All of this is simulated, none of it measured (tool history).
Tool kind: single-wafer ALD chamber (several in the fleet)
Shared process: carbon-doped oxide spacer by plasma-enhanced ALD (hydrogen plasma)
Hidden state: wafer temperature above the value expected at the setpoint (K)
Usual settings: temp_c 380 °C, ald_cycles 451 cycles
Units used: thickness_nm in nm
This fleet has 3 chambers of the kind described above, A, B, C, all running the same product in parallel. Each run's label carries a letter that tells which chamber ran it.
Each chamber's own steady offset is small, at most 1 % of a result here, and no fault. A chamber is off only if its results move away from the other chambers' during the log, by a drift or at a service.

run	day	temp_c	ald_cycles	hours since the last thermocouple change	read-back reference wafer on the same gauge, thickness_nm	thickness_nm
1A	0.333	380	451	367.2	19.298	22.770
# day 0.450: chamber C: thermocouple changed; heater temperature recalibrated
2C	0.708	380	451	6.3	19.311	22.501
3B	1.117	380	451	468.7	19.305	22.842
4C	1.371	380	451	22.2	19.323	22.513
5B	1.792	389	406	484.9	19.292	20.530
6A	2.204	389	406	412.1	19.291	20.575
7B	2.612	389	406	504.6	19.298	20.358
8C	2.846	380	451	57.6	19.297	22.471
9A	3.058	380	451	432.6	19.294	22.684
10A	3.354	380	451	439.7	19.315	22.701
11B	3.717	380	451	531.1	19.289	22.765
12C	4.004	380	451	85.4	19.297	22.535
13A	4.454	380	451	466.1	19.287	22.681
14B	4.712	380	451	555.0	19.299	22.724
15C	4.958	380	451	108.3	19.301	22.660
16C	5.308	380	451	116.7	19.318	22.523
17A	5.662	380	451	495.1	19.278	22.817
18B	5.988	380	451	585.6	19.308	22.705
19B	6.362	380	451	594.6	19.286	22.735
20C	6.704	380	387	150.2	19.292	19.382
21A	7.096	380	387	529.5	19.302	19.535
22C	7.433	380	387	167.7	19.292	19.422
23A	7.796	380	451	546.3	19.311	22.664
24B	8.121	380	451	636.8	19.294	22.758
25C	8.479	380	451	192.8	19.296	22.586
26B	8.858	380	451	654.5	19.320	22.813

Next, every chamber runs the same settings. What will each give?
27A	9.188	380	374			?
27B	9.188	380	374			?
27C	9.188	380	374			?

run	thickness_nm
27A	18.855
27B	18.887
27C	18.658
